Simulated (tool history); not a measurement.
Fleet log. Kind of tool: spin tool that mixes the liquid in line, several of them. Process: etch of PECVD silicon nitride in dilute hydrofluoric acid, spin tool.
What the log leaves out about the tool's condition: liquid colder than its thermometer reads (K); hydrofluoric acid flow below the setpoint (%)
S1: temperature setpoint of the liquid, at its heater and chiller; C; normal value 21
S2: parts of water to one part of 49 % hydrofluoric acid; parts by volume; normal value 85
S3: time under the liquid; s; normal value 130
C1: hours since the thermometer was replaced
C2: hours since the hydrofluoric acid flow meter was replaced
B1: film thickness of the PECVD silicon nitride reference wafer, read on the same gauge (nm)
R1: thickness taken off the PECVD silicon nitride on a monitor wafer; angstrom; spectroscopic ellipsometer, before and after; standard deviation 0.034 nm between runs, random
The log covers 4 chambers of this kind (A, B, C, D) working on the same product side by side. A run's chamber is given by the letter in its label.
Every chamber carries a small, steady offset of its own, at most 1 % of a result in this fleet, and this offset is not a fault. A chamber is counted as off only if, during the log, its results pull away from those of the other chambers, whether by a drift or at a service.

{"run": "1A", "hour": 5.0, "S1": 21, "S2": 85, "S3": 130, "C1": 1121, "C2": 601.3, "B1": 99.998, "R1": 64.295}
{"run": "2D", "hour": 12.0, "S1": 21, "S2": 85, "S3": 130, "C1": 742.7, "C2": 142.5, "B1": 100.03, "R1": 65.601}
{"run": "3C", "hour": 21.5, "S1": 21, "S2": 85, "S3": 130, "C1": 1573.9, "C2": 427.6, "B1": 99.998, "R1": 64.383}
{"run": "4B", "hour": 32.2, "S1": 21, "S2": 85, "S3": 130, "C1": 728.5, "C2": 686.5, "B1": 100.01, "R1": 65.483}
{"run": "5C", "hour": 42.6, "S1": 21, "S2": 85, "S3": 130, "C1": 1595, "C2": 448.7, "B1": 100, "R1": 64.172}
{"run": "6D", "hour": 51.7, "S1": 21, "S2": 85, "S3": 130, "C1": 782.4, "C2": 182.2, "B1": 99.994, "R1": 65.451}
{"run": "7B", "hour": 56.8, "S1": 21, "S2": 85, "S3": 60, "C1": 753.1, "C2": 711.1, "B1": 100.02, "R1": 29.603}
{"run": "8A", "hour": 66.8, "S1": 21, "S2": 85, "S3": 60, "C1": 1182.8, "C2": 663.1, "B1": 100.01, "R1": 29.431}
{"run": "9C", "hour": 75.4, "S1": 21, "S2": 85, "S3": 60, "C1": 1627.8, "C2": 481.5, "B1": 99.988, "R1": 29.905}
{"run": "10B", "hour": 86.1, "S1": 21, "S2": 85, "S3": 60, "C1": 782.4, "C2": 740.4, "B1": 99.986, "R1": 29.725}
{"run": "11A", "hour": 96.0, "S1": 21, "S2": 85, "S3": 130, "C1": 1212, "C2": 692.3, "B1": 100.01, "R1": 64.011}
{"run": "12D", "hour": 105.9, "S1": 21, "S2": 85, "S3": 130, "C1": 836.6, "C2": 236.4, "B1": 99.998, "R1": 65.451}
{"hour": 112.0, "done": "chamber B: thermometer replaced"}
{"run": "13B", "hour": 112.9, "S1": 17, "S2": 85, "S3": 75, "C1": 0.9, "C2": 767.2, "B1": 100.01, "R1": 28.549}
{"run": "14C", "hour": 118.2, "S1": 17, "S2": 85, "S3": 75, "C1": 1670.6, "C2": 524.3, "B1": 99.99, "R1": 28.377}
{"run": "15D", "hour": 123.6, "S1": 17, "S2": 85, "S3": 75, "C1": 854.3, "C2": 254.1, "B1": 100.02, "R1": 28.813}
{"run": "16A", "hour": 132.1, "S1": 17, "S2": 85, "S3": 75, "C1": 1248.1, "C2": 728.4, "B1": 100.02, "R1": 27.637}
{"run": "17A", "hour": 137.1, "S1": 21, "S2": 85, "S3": 130, "C1": 1253.1, "C2": 733.4, "B1": 99.979, "R1": 63.374}
{"run": "18B", "hour": 145.1, "S1": 21, "S2": 85, "S3": 55, "C1": 33.1, "C2": 799.4, "B1": 99.971, "R1": 27.555}
{"run": "19D", "hour": 153.5, "S1": 21, "S2": 85, "S3": 55, "C1": 884.2, "C2": 284, "B1": 100, "R1": 27.674}
{"hour": 158.5, "done": "chamber A: hydrofluoric acid flow meter replaced"}
{"run": "20C", "hour": 162.7, "S1": 21, "S2": 85, "S3": 55, "C1": 1715.1, "C2": 568.8, "B1": 99.996, "R1": 27.335}
{"run": "21B", "hour": 168.9, "S1": 21, "S2": 85, "S3": 55, "C1": 56.9, "C2": 823.2, "B1": 100.01, "R1": 27.777}
{"run": "22C", "hour": 177.0, "S1": 21, "S2": 60, "S3": 130, "C1": 1729.4, "C2": 583.1, "B1": 99.999, "R1": 91.158}
{"run": "23D", "hour": 184.8, "S1": 21, "S2": 60, "S3": 130, "C1": 915.5, "C2": 315.3, "B1": 100.02, "R1": 91.926}
{"run": "24A", "hour": 192.0, "S1": 21, "S2": 60, "S3": 130, "C1": 1308, "C2": 33.6, "B1": 100.01, "R1": 88.326}
{"run": "25A", "hour": 198.4, "S1": 21, "S2": 60, "S3": 130, "C1": 1314.4, "C2": 40, "B1": 99.997, "R1": 87.8}
{"run": "26B", "hour": 203.5, "S1": 21, "S2": 85, "S3": 130, "C1": 91.5, "C2": 857.8, "B1": 99.997, "R1": 65.272}
{"run": "27C", "hour": 211.9, "S1": 21, "S2": 85, "S3": 130, "C1": 1764.3, "C2": 618, "B1": 100.03, "R1": 65.246}
{"run": "28D", "hour": 218.3, "S1": 24, "S2": 85, "S3": 130, "C1": 949, "C2": 348.8, "B1": 100, "R1": 79.527}
{"run": "29B", "hour": 227.6, "S1": 24, "S2": 85, "S3": 130, "C1": 115.6, "C2": 881.9, "B1": 99.994, "R1": 79.669}
{"run": "30C", "hour": 236.8, "S1": 24, "S2": 85, "S3": 130, "C1": 1789.2, "C2": 642.9, "B1": 99.99, "R1": 78.629}
{"run": "31D", "hour": 242.2, "S1": 24, "S2": 85, "S3": 130, "C1": 972.9, "C2": 372.7, "B1": 99.986, "R1": 79.352}
{"run": "32A", "hour": 248.0, "S1": 21, "S2": 85, "S3": 130, "C1": 1364, "C2": 89.6, "B1": 100.02, "R1": 61.629}
{"run": "33A", "hour": 255.6, "S1": 21, "S2": 85, "S3": 130, "C1": 1371.6, "C2": 97.2, "B1": 100, "R1": 61.553}
{"run": "34B", "hour": 262.4, "S1": 21, "S2": 85, "S3": 130, "C1": 150.4, "C2": 916.7, "B1": 99.986, "R1": 65.044}
{"run": "35C", "hour": 271.8, "S1": 17, "S2": 65, "S3": 130, "C1": 1824.2, "C2": 677.9, "B1": 99.998, "R1": 63.844}
{"run": "36D", "hour": 279.3, "S1": 17, "S2": 65, "S3": 130, "C1": 1010, "C2": 409.8, "B1": 100, "R1": 64.459}
{"run": "37B", "hour": 286.9, "S1": 17, "S2": 65, "S3": 130, "C1": 174.9, "C2": 941.2, "B1": 100.01, "R1": 64.034}
{"run": "38A", "hour": 291.6, "S1": 17, "S2": 65, "S3": 130, "C1": 1407.6, "C2": 133.2, "B1": 100.02, "R1": 60.458}
{"run": "39C", "hour": 299.2, "S1": 21, "S2": 85, "S3": 130, "C1": 1851.6, "C2": 705.3, "B1": 100, "R1": 64.217}

Next, all 4 chambers run the settings below, one line each with question marks for the results. What does each chamber give?
{"run": "40A", "hour": 307.1, "S1": 19.5, "S2": 85, "S3": 130, "R1": "?"}
{"run": "40B", "hour": 307.1, "S1": 19.5, "S2": 85, "S3": 130, "R1": "?"}
{"run": "40C", "hour": 307.1, "S1": 19.5, "S2": 85, "S3": 130, "R1": "?"}
{"run": "40D", "hour": 307.1, "S1": 19.5, "S2": 85, "S3": 130, "R1": "?"}

run=40A R1=55.441
run=40B R1=59.194
run=40C R1=58.015
run=40D R1=59.342

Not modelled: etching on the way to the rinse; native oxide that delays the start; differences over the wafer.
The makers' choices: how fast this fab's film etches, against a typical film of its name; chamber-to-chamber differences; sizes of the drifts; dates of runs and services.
